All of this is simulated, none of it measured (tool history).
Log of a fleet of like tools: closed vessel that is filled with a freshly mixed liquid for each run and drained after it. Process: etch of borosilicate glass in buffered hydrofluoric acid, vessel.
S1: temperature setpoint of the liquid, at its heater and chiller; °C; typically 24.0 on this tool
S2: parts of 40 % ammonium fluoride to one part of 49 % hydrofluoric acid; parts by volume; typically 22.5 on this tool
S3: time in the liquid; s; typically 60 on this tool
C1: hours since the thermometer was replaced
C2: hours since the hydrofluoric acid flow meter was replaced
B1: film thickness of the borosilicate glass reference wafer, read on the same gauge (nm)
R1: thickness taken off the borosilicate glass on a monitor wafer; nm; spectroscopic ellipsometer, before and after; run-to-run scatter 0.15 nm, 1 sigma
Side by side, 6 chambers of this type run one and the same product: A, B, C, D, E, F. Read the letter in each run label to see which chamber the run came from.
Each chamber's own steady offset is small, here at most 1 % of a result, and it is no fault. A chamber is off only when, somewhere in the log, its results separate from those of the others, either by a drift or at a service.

| run | day | S1 | S2 | S3 | C1 | C2 | B1 | R1 |
|---|---|---|---|---|---|---|---|---|
| 1E | 0.238 | 24.0 | 22.5 | 60 | 2440.3 | 271.7 | 30.011 | 35.026 |
| 2F | 0.529 | 24.0 | 22.5 | 60 | 1849.4 | 2182.4 | 30.004 | 35.226 |
| 3D | 0.900 | 24.0 | 22.5 | 60 | 2082.6 | 620.3 | 30.016 | 35.204 |
| 4A | 1.204 | 24.0 | 22.5 | 60 | 2725.9 | 236.4 | 30.000 | 34.721 |
|  | 1.500 | chamber C: hydrofluoric acid flow meter replaced |
| 5B | 1.504 | 24.0 | 22.5 | 60 | 2637.9 | 328.6 | 29.998 | 34.936 |
| 6C | 1.742 | 24.0 | 22.5 | 60 | 2059.5 | 5.8 | 30.001 | 34.882 |
| 7F | 2.108 | 24.0 | 22.5 | 60 | 1887.3 | 2220.3 | 30.007 | 35.495 |
| 8C | 2.429 | 24.0 | 22.5 | 60 | 2076.0 | 22.3 | 30.008 | 35.070 |
|  | 2.492 | chamber F: hydrofluoric acid flow meter replaced |
| 9E | 2.683 | 24.0 | 25.0 | 60 | 2499.0 | 330.4 | 30.007 | 32.764 |
| 10B | 2.958 | 24.0 | 25.0 | 60 | 2672.8 | 363.5 | 29.995 | 32.630 |
| 11D | 3.325 | 24.0 | 25.0 | 60 | 2140.8 | 678.5 | 29.993 | 32.848 |
| 12A | 3.608 | 24.0 | 25.0 | 60 | 2783.6 | 294.1 | 30.005 | 32.339 |
| 13E | 3.842 | 24.0 | 25.0 | 60 | 2526.8 | 358.2 | 29.996 | 32.467 |
| 14C | 4.038 | 24.0 | 25.0 | 60 | 2114.6 | 60.9 | 30.006 | 32.436 |
| 15D | 4.296 | 24.0 | 22.5 | 60 | 2164.1 | 701.8 | 30.004 | 35.231 |
| 16A | 4.654 | 24.0 | 22.5 | 60 | 2808.7 | 319.2 | 30.001 | 35.119 |
| 17F | 4.938 | 24.0 | 22.5 | 60 | 1955.2 | 58.7 | 30.004 | 35.090 |
| 18B | 5.167 | 26.5 | 22.5 | 60 | 2725.8 | 416.5 | 29.987 | 40.134 |
| 19E | 5.375 | 26.5 | 22.5 | 60 | 2563.6 | 395.0 | 30.015 | 39.753 |
|  | 5.492 | chamber B: thermometer replaced |
| 20F | 5.725 | 26.5 | 22.5 | 60 | 1974.1 | 77.6 | 29.993 | 40.056 |
| 21B | 6.117 | 26.5 | 22.5 | 60 | 15.1 | 439.3 | 30.000 | 40.507 |
| 22D | 6.333 | 26.5 | 22.5 | 60 | 2213.0 | 750.7 | 29.993 | 40.409 |
|  | 6.700 | chamber E: hydrofluoric acid flow meter replaced |
| 23C | 6.700 | 26.5 | 22.5 | 60 | 2178.5 | 124.8 | 30.003 | 40.434 |
| 24A | 7.033 | 24.0 | 22.5 | 60 | 2865.8 | 376.3 | 29.984 | 34.964 |
| 25C | 7.271 | 24.0 | 22.5 | 60 | 2192.2 | 138.5 | 29.993 | 34.888 |
| 26B | 7.533 | 24.0 | 22.5 | 60 | 49.1 | 473.3 | 30.009 | 35.900 |
| 27D | 7.754 | 24.0 | 22.5 | 60 | 2247.1 | 784.8 | 29.993 | 35.121 |
| 28E | 7.962 | 24.0 | 22.5 | 60 | 2625.7 | 30.4 | 29.985 | 35.148 |
| 29A | 8.254 | 24.0 | 22.5 | 60 | 2895.1 | 405.6 | 29.999 | 34.920 |
| 30F | 8.600 | 19.5 | 18.5 | 60 | 2043.1 | 146.6 | 29.992 | 32.510 |
| 31E | 8.850 | 19.5 | 18.5 | 60 | 2647.0 | 51.7 | 29.991 | 32.096 |
| 32A | 9.042 | 19.5 | 18.5 | 60 | 2914.0 | 424.5 | 30.005 | 32.078 |
| 33F | 9.388 | 19.5 | 18.5 | 60 | 2062.0 | 165.5 | 30.026 | 32.200 |
|  | 9.425 | chamber A: thermometer replaced |
| 34D | 9.704 | 19.5 | 18.5 | 60 | 2293.9 | 831.6 | 30.003 | 32.480 |
| 35C | 9.958 | 19.5 | 18.5 | 60 | 2256.7 | 203.0 | 29.998 | 31.970 |
| 36B | 10.238 | 24.0 | 22.5 | 60 | 114.0 | 538.2 | 30.004 | 36.544 |
| 37A | 10.425 | 24.0 | 22.5 | 60 | 24.1 | 457.7 | 30.003 | 35.109 |
| 38E | 10.604 | 24.0 | 22.5 | 60 | 2689.1 | 93.8 | 29.993 | 35.016 |
| 39C | 10.812 | 24.0 | 22.5 | 60 | 2277.2 | 223.5 | 30.010 | 34.874 |
| 40F | 11.112 | 24.0 | 22.5 | 60 | 2103.4 | 206.9 | 29.989 | 35.281 |
| 41B | 11.417 | 24.0 | 22.5 | 60 | 142.3 | 566.5 | 29.980 | 37.043 |
| 42D | 11.654 | 24.0 | 22.5 | 60 | 2340.7 | 878.4 | 30.001 | 35.224 |

Does one chamber stand apart from the rest, does the shared gauge drift, or is all well apart from small per-chamber offsets? Give the chamber and the most likely cause, where there is one.

Little by little, chamber B moves away from the other chambers.
Most likely cause: hydrofluoric acid flow above the setpoint (%) = 8.56.

Below are 4 candidate recipes for chamber B's next run, each the usual settings with a change, their results shown as question marks. Which of them brings B's results back in line with what the other chambers give on the usual settings?
To be in line, a result may differ from the other chambers' mean on the usual settings by at most: R1 0.520 nm
| 43B-1 | 11.942 | 25.0 | 22.5 | 60 |  |  |  | ? |
| 43B-2 | 11.942 | 24.0 | 22.0 | 65 |  |  |  | ? |
| 43B-3 | 11.942 | 24.0 | 25.5 | 60 |  |  |  | ? |
| 43B-4 | 11.942 | 23.5 | 23.5 | 60 |  |  |  | ? |

Other chambers, usual settings, mean: R1 35.089 nm
| run | R1 |
|---|---|
| 43B-1 | 39.059 |
| 43B-2 | 40.764 |
| 43B-3 | 34.020 |
| 43B-4 | 35.034 |
The answer is 43B-4, which returns the chamber to within the allowed miss of the others.

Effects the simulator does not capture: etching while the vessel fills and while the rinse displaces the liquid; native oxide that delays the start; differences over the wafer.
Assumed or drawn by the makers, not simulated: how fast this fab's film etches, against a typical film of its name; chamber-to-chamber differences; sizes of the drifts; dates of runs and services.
